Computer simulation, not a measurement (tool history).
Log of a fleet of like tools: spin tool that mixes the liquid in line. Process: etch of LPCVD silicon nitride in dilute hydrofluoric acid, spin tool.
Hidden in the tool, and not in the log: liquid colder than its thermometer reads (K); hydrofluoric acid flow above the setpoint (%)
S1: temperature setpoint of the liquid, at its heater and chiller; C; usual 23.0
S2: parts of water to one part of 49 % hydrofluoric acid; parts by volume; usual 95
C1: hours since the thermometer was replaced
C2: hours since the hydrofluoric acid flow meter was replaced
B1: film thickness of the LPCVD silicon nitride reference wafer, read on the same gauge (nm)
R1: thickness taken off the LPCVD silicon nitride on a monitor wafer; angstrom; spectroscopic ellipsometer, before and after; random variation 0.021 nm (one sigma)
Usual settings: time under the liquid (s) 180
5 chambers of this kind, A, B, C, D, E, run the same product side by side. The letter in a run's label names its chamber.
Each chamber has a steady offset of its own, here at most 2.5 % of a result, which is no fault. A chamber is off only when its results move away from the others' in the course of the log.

Run 1C, hour 2.2: usual settings; C1 1016.5; C2 691.6; B1 30.020. Result: R1 8.3723 angstrom.
Run 2B, hour 5.8: usual settings; C1 320.6; C2 387.2; B1 30.007. Result: R1 8.1695 angstrom.
Run 3E, hour 8.1: usual settings; C1 2387.9; C2 263.7; B1 29.967. Result: R1 8.1888 angstrom.
Run 4A, hour 11.4: usual settings; C1 575.6; C2 305.9; B1 30.006. Result: R1 8.3808 angstrom.
Run 5D, hour 16.4: usual settings; C1 526.7; C2 1564.3; B1 30.040. Result: R1 8.5055 angstrom.
Run 6C, hour 21.1: usual settings but S2 75 parts by volume, time under the liquid (s) 250; C1 1035.4; C2 710.5; B1 30.018. Result: R1 13.8650 angstrom.
Run 7E, hour 23.8: usual settings but S2 75 parts by volume, time under the liquid (s) 250; C1 2403.6; C2 279.4; B1 29.996. Result: R1 14.7280 angstrom.
Run 8B, hour 26.2: usual settings but S2 75 parts by volume, time under the liquid (s) 250; C1 341.0; C2 407.6; B1 30.044. Result: R1 14.2130 angstrom.
Run 9D, hour 29.1: usual settings but S2 75 parts by volume, time under the liquid (s) 250; C1 539.4; C2 1577.0; B1 30.013. Result: R1 14.3680 angstrom.
Run 10A, hour 32.0: usual settings but S2 75 parts by volume, time under the liquid (s) 250; C1 596.2; C2 326.5; B1 30.004. Result: R1 14.5220 angstrom.
Run 11C, hour 36.9: usual settings; C1 1051.2; C2 726.3; B1 30.010. Result: R1 7.8296 angstrom.
Run 12D, hour 40.0: usual settings; C1 550.3; C2 1587.9; B1 30.028. Result: R1 8.5821 angstrom.
Run 13B, hour 43.0: usual settings but S1 19.5 C, S2 60 parts by volume; C1 357.8; C2 424.4; B1 29.984. Result: R1 10.8750 angstrom.
Run 14E, hour 45.3: usual settings but S1 19.5 C, S2 60 parts by volume; C1 2425.1; C2 300.9; B1 30.006. Result: R1 10.2560 angstrom.
Run 15A, hour 50.5: usual settings but S1 19.5 C, S2 60 parts by volume; C1 614.7; C2 345.0; B1 30.004. Result: R1 10.1200 angstrom.
Run 16D, hour 53.5: usual settings but S1 19.5 C, S2 60 parts by volume; C1 563.8; C2 1601.4; B1 29.990. Result: R1 10.3800 angstrom.
Run 17C, hour 58.4: usual settings but S1 19.5 C, S2 60 parts by volume; C1 1072.7; C2 747.8; B1 29.989. Result: R1 10.1350 angstrom.
Run 18E, hour 62.1: usual settings; C1 2441.9; C2 317.7; B1 30.011. Result: R1 8.1772 angstrom.
Run 19B, hour 66.6: usual settings; C1 381.4; C2 448.0; B1 29.997. Result: R1 8.3422 angstrom.
Run 20A, hour 70.6: usual settings; C1 634.8; C2 365.1; B1 30.002. Result: R1 7.9006 angstrom.
Run 21C, hour 74.3: usual settings; C1 1088.6; C2 763.7; B1 29.978. Result: R1 8.2836 angstrom.
Run 22E, hour 79.1: usual settings; C1 2458.9; C2 334.7; B1 30.010. Result: R1 8.3689 angstrom.
Run 23B, hour 82.6: usual settings; C1 397.4; C2 464.0; B1 30.011. Result: R1 8.6924 angstrom.
Run 24A, hour 86.7: usual settings; C1 650.9; C2 381.2; B1 30.018. Result: R1 8.2614 angstrom.
Run 25D, hour 91.0: usual settings; C1 601.3; C2 1638.9; B1 29.973. Result: R1 7.5876 angstrom.
Run 26C, hour 94.2: usual settings; C1 1108.5; C2 783.6; B1 29.987. Result: R1 8.1902 angstrom.
Run 27E, hour 98.5: usual settings; C1 2478.3; C2 354.1; B1 29.997. Result: R1 8.3011 angstrom.
Run 28A, hour 103.4: usual settings; C1 667.6; C2 397.9; B1 30.023. Result: R1 8.3002 angstrom.
Run 29B, hour 107.5: usual settings; C1 422.3; C2 488.9; B1 30.003. Result: R1 8.2587 angstrom.
Run 30D, hour 112.3: usual settings; C1 622.6; C2 1660.2; B1 29.990. Result: R1 8.0203 angstrom.
Run 31D, hour 115.4: usual settings; C1 625.7; C2 1663.3; B1 29.997. Result: R1 7.5910 angstrom.
Run 32B, hour 117.9: usual settings; C1 432.7; C2 499.3; B1 29.985. Result: R1 8.4298 angstrom.
Run 33C, hour 122.8: usual settings; C1 1137.1; C2 812.2; B1 29.995. Result: R1 7.7289 angstrom.
Run 34E, hour 127.5: usual settings; C1 2507.3; C2 383.1; B1 30.012. Result: R1 8.1852 angstrom.
Run 35A, hour 131.1: usual settings but S2 125 parts by volume, time under the liquid (s) 265; C1 695.3; C2 425.6; B1 30.034. Result: R1 9.4959 angstrom.
Run 36A, hour 135.9: usual settings but S2 125 parts by volume, time under the liquid (s) 265; C1 700.1; C2 430.4; B1 29.974. Result: R1 9.4794 angstrom.
Run 37C, hour 140.6: usual settings but S2 125 parts by volume, time under the liquid (s) 265; C1 1154.9; C2 830.0; B1 30.029. Result: R1 8.7589 angstrom.
Run 38E, hour 145.2: usual settings but S2 125 parts by volume, time under the liquid (s) 265; C1 2525.0; C2 400.8; B1 29.973. Result: R1 9.5845 angstrom.
Run 39D, hour 149.8: usual settings but S2 125 parts by volume, time under the liquid (s) 265; C1 660.1; C2 1697.7; B1 29.999. Result: R1 8.0230 angstrom.

Is one chamber off against the others, does the gauge drift, or is nothing wrong? If a chamber is off, say which, and what the likeliest cause is.

Chamber D drifts away from the others.
Cause: liquid colder than its thermometer reads (K) = 2.23.
The log may not tell that from: hydrofluoric acid flow below the setpoint (%).

Here are 4 candidates for chamber D's next run, each the usual settings with a change, their results left as question marks. Which one brings its results back in line with what the others give on the usual settings?
In line means no further than this from the other chambers' mean on the usual settings: R1 0.7200 angstrom
Run 40D-1, hour 153.5: usual settings but S1 23.5 C, S2 90 parts by volume, time under the liquid (s) 190. Result: R1 ?.
Run 40D-2, hour 153.5: usual settings but S1 22.0 C, time under the liquid (s) 150. Result: R1 ?.
Run 40D-3, hour 153.5: usual settings but S1 22.5 C, S2 100 parts by volume, time under the liquid (s) 170. Result: R1 ?.
Run 40D-4, hour 153.5: usual settings but S1 24.0 C, time under the liquid (s) 220. Result: R1 ?.

The other chambers' mean on the usual settings: R1 8.2626 angstrom
  run      R1
40D-1  8.4318
40D-2  5.7103
40D-3  6.3735
40D-4  9.5856
40D-1 brings the chamber back in line.

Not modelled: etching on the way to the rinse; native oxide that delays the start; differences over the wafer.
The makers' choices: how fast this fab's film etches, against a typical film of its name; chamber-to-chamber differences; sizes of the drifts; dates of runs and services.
